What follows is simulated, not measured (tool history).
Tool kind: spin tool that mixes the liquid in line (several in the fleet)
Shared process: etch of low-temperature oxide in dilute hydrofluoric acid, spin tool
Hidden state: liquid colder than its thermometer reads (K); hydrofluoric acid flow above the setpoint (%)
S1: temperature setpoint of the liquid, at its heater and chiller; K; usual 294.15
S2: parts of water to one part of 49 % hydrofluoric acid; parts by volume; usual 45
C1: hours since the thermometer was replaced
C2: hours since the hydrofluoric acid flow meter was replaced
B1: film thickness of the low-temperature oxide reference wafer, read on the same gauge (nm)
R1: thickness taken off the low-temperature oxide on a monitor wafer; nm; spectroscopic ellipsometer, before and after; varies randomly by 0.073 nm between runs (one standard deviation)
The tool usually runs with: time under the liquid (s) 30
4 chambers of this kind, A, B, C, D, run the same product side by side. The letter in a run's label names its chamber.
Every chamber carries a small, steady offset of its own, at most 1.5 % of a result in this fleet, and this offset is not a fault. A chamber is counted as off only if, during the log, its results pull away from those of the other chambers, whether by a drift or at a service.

Run 1C, hour 3.1: usual settings; C1 972.2; C2 1275.2; B1 79.984. Result: R1 10.755 nm.
Run 2B, hour 6.2: usual settings; C1 134.7; C2 326; B1 79.995. Result: R1 10.648 nm.
Run 3D, hour 10.6: usual settings; C1 1764.4; C2 1131; B1 80.004. Result: R1 10.385 nm.
Run 4A, hour 15.2: usual settings; C1 1231.2; C2 1148.3; B1 79.987. Result: R1 10.688 nm.
Run 5B, hour 20.7: usual settings; C1 149.2; C2 340.5; B1 80.028. Result: R1 10.663 nm.
Run 6D, hour 23.9: usual settings; C1 1777.7; C2 1144.3; B1 80.036. Result: R1 10.461 nm.
Run 7C, hour 27.3: usual settings; C1 996.4; C2 1299.4; B1 79.999. Result: R1 10.7 nm.
Run 8A, hour 32: usual settings but S2 55 parts by volume; C1 1248; C2 1165.1; B1 79.997. Result: R1 8.556 nm.
Run 9A, hour 35.2: usual settings but S2 55 parts by volume; C1 1251.2; C2 1168.3; B1 80.008. Result: R1 8.5467 nm.
Run 10B, hour 38.3: usual settings but S2 55 parts by volume; C1 166.8; C2 358.1; B1 80. Result: R1 8.4365 nm.
Run 11D, hour 42.6: usual settings but S2 55 parts by volume; C1 1796.4; C2 1163; B1 80.019. Result: R1 8.3992 nm.
Run 12C, hour 46.5: usual settings; C1 1015.6; C2 1318.6; B1 80.014. Result: R1 10.662 nm.
Run 13A, hour 51.2: usual settings; C1 1267.2; C2 1184.3; B1 79.99. Result: R1 10.375 nm.
Run 14C, hour 54.7: usual settings; C1 1023.8; C2 1326.8; B1 79.999. Result: R1 10.679 nm.
Run 15D, hour 57.3: usual settings but S1 297.15 K, S2 35 parts by volume; C1 1811.1; C2 1177.7; B1 80.025. Result: R1 15.486 nm.
Run 16B, hour 60.8: usual settings but S1 297.15 K, S2 35 parts by volume; C1 189.3; C2 380.6; B1 79.982. Result: R1 15.615 nm.
Run 17B, hour 65.6: usual settings but S1 297.15 K, S2 35 parts by volume; C1 194.1; C2 385.4; B1 80.006. Result: R1 15.622 nm.
Run 18A, hour 68.6: usual settings but S1 297.15 K, S2 35 parts by volume; C1 1284.6; C2 1201.7; B1 79.978. Result: R1 15.285 nm.
Run 19D, hour 71.6: usual settings; C1 1825.4; C2 1192; B1 79.998. Result: R1 10.424 nm.
Run 20C, hour 76.4: usual settings; C1 1045.5; C2 1348.5; B1 79.995. Result: R1 10.741 nm.
Run 21D, hour 78.9: usual settings; C1 1832.7; C2 1199.3; B1 79.99. Result: R1 10.576 nm.
Run 22B, hour 81.8: usual settings; C1 210.3; C2 401.6; B1 80. Result: R1 10.687 nm.
Run 23A, hour 86.7: usual settings; C1 1302.7; C2 1219.8; B1 79.986. Result: R1 10.224 nm.
Run 24C, hour 91.2: usual settings; C1 1060.3; C2 1363.3; B1 80.01. Result: R1 10.72 nm.
Run 25B, hour 94.8: usual settings; C1 223.3; C2 414.6; B1 80.014. Result: R1 10.538 nm.
Run 26A, hour 98.5: usual settings; C1 1314.5; C2 1231.6; B1 80.008. Result: R1 10.156 nm.
At hour 100.2: chamber A: hydrofluoric acid flow meter replaced.
Run 27D, hour 102.4: usual settings; C1 1856.2; C2 1222.8; B1 79.993. Result: R1 10.543 nm.
Run 28C, hour 106.3: usual settings; C1 1075.4; C2 1378.4; B1 79.998. Result: R1 10.803 nm.
Run 29C, hour 110: usual settings; C1 1079.1; C2 1382.1; B1 80.014. Result: R1 10.844 nm.
Run 30A, hour 113.4: usual settings; C1 1329.4; C2 13.3; B1 79.998. Result: R1 9.9378 nm.
Run 31D, hour 117.2: usual settings; C1 1871; C2 1237.6; B1 80.024. Result: R1 10.528 nm.
Run 32B, hour 122.1: usual settings; C1 250.6; C2 441.9; B1 80.018. Result: R1 10.614 nm.
Run 33D, hour 125.8: usual settings; C1 1879.6; C2 1246.2; B1 79.975. Result: R1 10.537 nm.
Run 34A, hour 130.4: usual settings; C1 1346.4; C2 30.3; B1 80.025. Result: R1 9.7935 nm.
Run 35C, hour 132.8: usual settings; C1 1101.9; C2 1404.9; B1 79.977. Result: R1 10.856 nm.
Run 36B, hour 135.3: usual settings; C1 263.8; C2 455.1; B1 79.971. Result: R1 10.458 nm.
Run 37A, hour 140.2: usual settings; C1 1356.2; C2 40.1; B1 79.995. Result: R1 9.7581 nm.
Run 38B, hour 144.6: usual settings; C1 273.1; C2 464.4; B1 79.996. Result: R1 10.575 nm.
Run 39D, hour 147.1: usual settings but S1 297.15 K, S2 35 parts by volume; C1 1900.9; C2 1267.5; B1 79.976. Result: R1 15.499 nm.

The same settings go to every chamber for the next run, one line per chamber below. Forecast the results for each:
Run 40A, hour 151.1: usual settings but S2 35 parts by volume. Result: R1 ?.
Run 40B, hour 151.1: usual settings but S2 35 parts by volume. Result: R1 ?.
Run 40C, hour 151.1: usual settings but S2 35 parts by volume. Result: R1 ?.
Run 40D, hour 151.1: usual settings but S2 35 parts by volume. Result: R1 ?.

run      R1
40A  12.612
40B  13.731
40C  14.064
40D  13.437

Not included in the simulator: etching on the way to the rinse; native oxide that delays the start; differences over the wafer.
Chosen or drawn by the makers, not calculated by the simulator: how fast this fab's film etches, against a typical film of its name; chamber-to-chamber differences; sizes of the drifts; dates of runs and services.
